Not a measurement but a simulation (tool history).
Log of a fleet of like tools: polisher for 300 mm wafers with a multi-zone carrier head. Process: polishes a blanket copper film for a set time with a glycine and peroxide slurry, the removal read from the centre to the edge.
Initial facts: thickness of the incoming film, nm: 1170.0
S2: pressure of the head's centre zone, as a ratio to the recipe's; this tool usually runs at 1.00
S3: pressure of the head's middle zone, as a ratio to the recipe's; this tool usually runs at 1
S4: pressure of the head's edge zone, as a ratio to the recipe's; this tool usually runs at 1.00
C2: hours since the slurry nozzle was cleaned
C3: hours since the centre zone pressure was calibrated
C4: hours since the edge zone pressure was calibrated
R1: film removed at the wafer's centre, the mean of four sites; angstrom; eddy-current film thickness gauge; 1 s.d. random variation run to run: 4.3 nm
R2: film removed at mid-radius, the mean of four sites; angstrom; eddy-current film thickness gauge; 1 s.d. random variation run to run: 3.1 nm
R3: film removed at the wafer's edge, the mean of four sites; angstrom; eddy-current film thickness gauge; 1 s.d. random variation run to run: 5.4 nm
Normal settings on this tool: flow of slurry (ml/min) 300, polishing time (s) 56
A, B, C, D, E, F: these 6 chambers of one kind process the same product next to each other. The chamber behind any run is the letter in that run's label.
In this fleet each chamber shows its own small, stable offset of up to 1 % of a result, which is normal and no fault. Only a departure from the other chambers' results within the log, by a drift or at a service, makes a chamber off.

At hour 3.2: chamber C: worn pad replaced by a new one.
Run 1E, hour 7.6: usual settings; wafers polished on this pad 543; C2 430.6; C3 232.1; C4 1177.2. Result: R1 4955.1 angstrom, R2 4955.6 angstrom, R3 4992.8 angstrom.
Run 2C, hour 16.6: usual settings; wafers polished on this pad 178; C2 181.7; C3 267.0; C4 466.9. Result: R1 4882.8 angstrom, R2 4869.1 angstrom, R3 4959.0 angstrom.
At hour 18.8: chamber B: centre zone pressure recalibrated.
Run 3A, hour 23.3: usual settings; wafers polished on this pad 691; C2 69.4; C3 875.3; C4 908.7. Result: R1 4922.2 angstrom, R2 4953.5 angstrom, R3 4981.9 angstrom.
At hour 23.8: chamber E: worn pad replaced by a new one.
At hour 29.3: chamber F: worn pad replaced by a new one.
Run 4F, hour 30.9: usual settings; wafers polished on this pad 21; C2 393.0; C3 612.9; C4 441.6. Result: R1 5013.2 angstrom, R2 4981.4 angstrom, R3 4945.2 angstrom.
At hour 31.8: chamber D: worn pad replaced by a new one.
At hour 33.1: chamber B: edge zone pressure recalibrated.
Run 5D, hour 39.9: usual settings but flow of slurry (ml/min) 250, S2 0.90; wafers polished on this pad 107; C2 78.6; C3 421.8; C4 597.3. Result: R1 4314.4 angstrom, R2 4898.2 angstrom, R3 4926.3 angstrom.
Run 6B, hour 45.3: usual settings but flow of slurry (ml/min) 250, S2 0.90; wafers polished on this pad 843; C2 136.6; C3 26.5; C4 12.2. Result: R1 4317.3 angstrom, R2 4794.8 angstrom, R3 4953.8 angstrom.
Run 7E, hour 52.2: usual settings but flow of slurry (ml/min) 250, S2 0.90; wafers polished on this pad 376; C2 475.2; C3 276.7; C4 1221.8. Result: R1 4273.7 angstrom, R2 4796.6 angstrom, R3 4940.2 angstrom.
At hour 52.8: chamber A: worn pad replaced by a new one.
Run 8F, hour 58.5: usual settings but flow of slurry (ml/min) 250, S2 0.90; wafers polished on this pad 386; C2 420.6; C3 640.5; C4 469.2. Result: R1 4381.4 angstrom, R2 4859.3 angstrom, R3 4807.8 angstrom.
At hour 60.8: chamber E: edge zone pressure recalibrated.
Run 9A, hour 64.7: usual settings but flow of slurry (ml/min) 250, S2 0.90; wafers polished on this pad 158; C2 110.8; C3 916.7; C4 950.1. Result: R1 4325.2 angstrom, R2 4889.9 angstrom, R3 4967.4 angstrom.
At hour 66.3: chamber C: worn pad replaced by a new one.
Run 10C, hour 69.6: usual settings but flow of slurry (ml/min) 250, S2 0.90; wafers polished on this pad 44; C2 234.7; C3 320.0; C4 519.9. Result: R1 4304.5 angstrom, R2 4861.6 angstrom, R3 4850.7 angstrom.
Run 11D, hour 77.1: usual settings; wafers polished on this pad 599; C2 115.8; C3 459.0; C4 634.5. Result: R1 4947.8 angstrom, R2 4981.5 angstrom, R3 4852.8 angstrom.
At hour 82.9: chamber E: worn pad replaced by a new one.
Run 12B, hour 84.7: usual settings; wafers polished on this pad 1363; C2 176.0; C3 65.9; C4 51.6. Result: R1 4992.3 angstrom, R2 4884.1 angstrom, R3 5097.2 angstrom.
At hour 85.7: chamber F: worn pad replaced by a new one.
Run 13E, hour 93.1: usual settings; wafers polished on this pad 135; C2 516.1; C3 317.6; C4 32.3. Result: R1 4992.3 angstrom, R2 4977.6 angstrom, R3 5007.5 angstrom.
At hour 94.4: chamber D: worn pad replaced by a new one.
At hour 101.0: chamber B: worn pad replaced by a new one.
Run 14F, hour 101.1: usual settings; wafers polished on this pad 204; C2 463.2; C3 683.1; C4 511.8. Result: R1 5008.6 angstrom, R2 4922.3 angstrom, R3 4915.4 angstrom.
Run 15A, hour 106.5: usual settings; wafers polished on this pad 710; C2 152.6; C3 958.5; C4 991.9. Result: R1 4946.0 angstrom, R2 4950.5 angstrom, R3 4954.5 angstrom.
Run 16D, hour 110.8: usual settings; wafers polished on this pad 217; C2 149.5; C3 492.7; C4 668.2. Result: R1 4891.3 angstrom, R2 4926.3 angstrom, R3 4912.8 angstrom.
Run 17B, hour 115.9: usual settings; wafers polished on this pad 197; C2 207.2; C3 97.1; C4 82.8. Result: R1 4959.5 angstrom, R2 4928.3 angstrom, R3 5091.2 angstrom.
At hour 120.7: chamber F: edge zone pressure recalibrated.
Run 18C, hour 124.9: usual settings; wafers polished on this pad 775; C2 290.0; C3 375.3; C4 575.2. Result: R1 4829.2 angstrom, R2 4931.1 angstrom, R3 4887.8 angstrom.
At hour 128.6: chamber C: worn pad replaced by a new one.
Run 19B, hour 131.4: usual settings; wafers polished on this pad 402; C2 222.7; C3 112.6; C4 98.3. Result: R1 4928.5 angstrom, R2 4885.9 angstrom, R3 5018.1 angstrom.
At hour 139.6: chamber F: worn pad replaced by a new one.
At hour 139.6: chamber F: slurry nozzle cleaned.
Run 20D, hour 139.6: usual settings but S4 0.91; wafers polished on this pad 598; C2 178.3; C3 521.5; C4 697.0. Result: R1 4914.4 angstrom, R2 4914.9 angstrom, R3 4613.3 angstrom.
At hour 141.5: chamber A: worn pad replaced by a new one.
Run 21A, hour 144.1: usual settings but S4 0.91; wafers polished on this pad 34; C2 190.2; C3 996.1; C4 1029.5. Result: R1 4962.3 angstrom, R2 5014.3 angstrom, R3 4734.6 angstrom.
At hour 147.3: chamber E: worn pad replaced by a new one.
At hour 149.8: chamber D: centre zone pressure recalibrated.
Run 22E, hour 151.1: usual settings but S4 0.91; wafers polished on this pad 50; C2 574.1; C3 375.6; C4 90.3. Result: R1 4919.0 angstrom, R2 4941.1 angstrom, R3 4857.2 angstrom.
At hour 152.9: chamber D: worn pad replaced by a new one.
Run 23F, hour 160.1: usual settings but S4 0.91; wafers polished on this pad 271; C2 20.5; C3 742.1; C4 39.4. Result: R1 5015.8 angstrom, R2 4997.2 angstrom, R3 4729.4 angstrom.
Run 24C, hour 166.4: usual settings but S4 0.91; wafers polished on this pad 500; C2 331.5; C3 416.8; C4 616.7. Result: R1 4868.0 angstrom, R2 4904.8 angstrom, R3 4612.8 angstrom.
Run 25A, hour 174.6: usual settings but S4 0.91; wafers polished on this pad 437; C2 220.7; C3 1026.6; C4 1060.0. Result: R1 4918.5 angstrom, R2 4984.4 angstrom, R3 4712.7 angstrom.
Run 26E, hour 179.1: usual settings; wafers polished on this pad 420; C2 602.1; C3 403.6; C4 118.3. Result: R1 4895.5 angstrom, R2 4953.8 angstrom, R3 4985.2 angstrom.
At hour 180.2: chamber C: worn pad replaced by a new one.
Run 27B, hour 184.6: usual settings; wafers polished on this pad 1106; C2 275.9; C3 165.8; C4 151.5. Result: R1 4937.4 angstrom, R2 4906.8 angstrom, R3 4954.9 angstrom.
Run 28C, hour 189.5: usual settings; wafers polished on this pad 123; C2 354.6; C3 439.9; C4 639.8. Result: R1 4992.1 angstrom, R2 4894.6 angstrom, R3 4883.8 angstrom.
Run 29F, hour 197.4: usual settings; wafers polished on this pad 764; C2 57.8; C3 779.4; C4 76.7. Result: R1 4956.3 angstrom, R2 4969.5 angstrom, R3 4961.1 angstrom.
At hour 199.9: chamber F: worn pad replaced by a new one.
Run 30D, hour 201.8: usual settings; wafers polished on this pad 647; C2 240.5; C3 52.1; C4 759.2. Result: R1 4966.0 angstrom, R2 4908.5 angstrom, R3 4983.4 angstrom.
Run 31A, hour 210.7: usual settings but polishing time (s) 66; wafers polished on this pad 915; C2 256.8; C3 1062.7; C4 1096.1. Result: R1 5791.4 angstrom, R2 5841.4 angstrom, R3 5900.7 angstrom.
At hour 210.8: chamber D: worn pad replaced by a new one.
At hour 212.3: chamber B: worn pad replaced by a new one.
At hour 213.1: chamber E: worn pad replaced by a new one.
Run 32D, hour 218.4: usual settings but polishing time (s) 66; wafers polished on this pad 100; C2 257.1; C3 68.7; C4 775.8. Result: R1 5784.7 angstrom, R2 5745.0 angstrom, R3 5865.9 angstrom.
Run 33B, hour 225.9: usual settings but polishing time (s) 66; wafers polished on this pad 179; C2 317.2; C3 207.1; C4 192.8. Result: R1 5826.0 angstrom, R2 5835.1 angstrom, R3 5847.2 angstrom.
At hour 229.6: chamber C: worn pad replaced by a new one.
Run 34C, hour 230.4: usual settings but polishing time (s) 66; wafers polished on this pad 11; C2 395.5; C3 480.8; C4 680.7. Result: R1 5774.7 angstrom, R2 5816.0 angstrom, R3 5706.8 angstrom.
At hour 233.9: chamber A: worn pad replaced by a new one.
Run 35F, hour 237.7: usual settings but polishing time (s) 66; wafers polished on this pad 500; C2 98.1; C3 819.7; C4 117.0. Result: R1 5833.5 angstrom, R2 5799.7 angstrom, R3 5897.3 angstrom.
At hour 241.7: chamber C: edge zone pressure recalibrated.
Run 36E, hour 245.5: usual settings but polishing time (s) 66; wafers polished on this pad 428; C2 668.5; C3 470.0; C4 184.7. Result: R1 5752.3 angstrom, R2 5826.4 angstrom, R3 5877.4 angstrom.
Run 37D, hour 252.8: usual settings but S2 0.93, polishing time (s) 75; wafers polished on this pad 555; C2 291.5; C3 103.1; C4 810.2. Result: R1 6094.7 angstrom, R2 6625.3 angstrom, R3 6508.8 angstrom.
At hour 257.4: chamber F: worn pad replaced by a new one.
Run 38F, hour 260.1: usual settings but S2 0.93, polishing time (s) 75; wafers polished on this pad 36; C2 120.5; C3 842.1; C4 139.4. Result: R1 6182.8 angstrom, R2 6622.0 angstrom, R3 6521.9 angstrom.
Run 39E, hour 266.8: usual settings but S2 0.93, polishing time (s) 75; wafers polished on this pad 710; C2 689.8; C3 491.3; C4 206.0. Result: R1 6001.2 angstrom, R2 6650.0 angstrom, R3 6628.1 angstrom.
Run 40C, hour 275.7: usual settings but S2 0.93, polishing time (s) 75; wafers polished on this pad 610; C2 440.8; C3 526.1; C4 34.0. Result: R1 5979.9 angstrom, R2 6600.3 angstrom, R3 6604.8 angstrom.
Run 41A, hour 283.6: usual settings but S2 0.93, polishing time (s) 75; wafers polished on this pad 657; C2 329.7; C3 1135.6; C4 1169.0. Result: R1 6083.0 angstrom, R2 6673.3 angstrom, R3 6713.9 angstrom.

Is one chamber off against the others, does the gauge drift, or is nothing wrong? If a chamber is off, say which, and what the likeliest cause is.

Neither any chamber nor the gauge drifts; the chambers differ only by their own small, steady offsets.
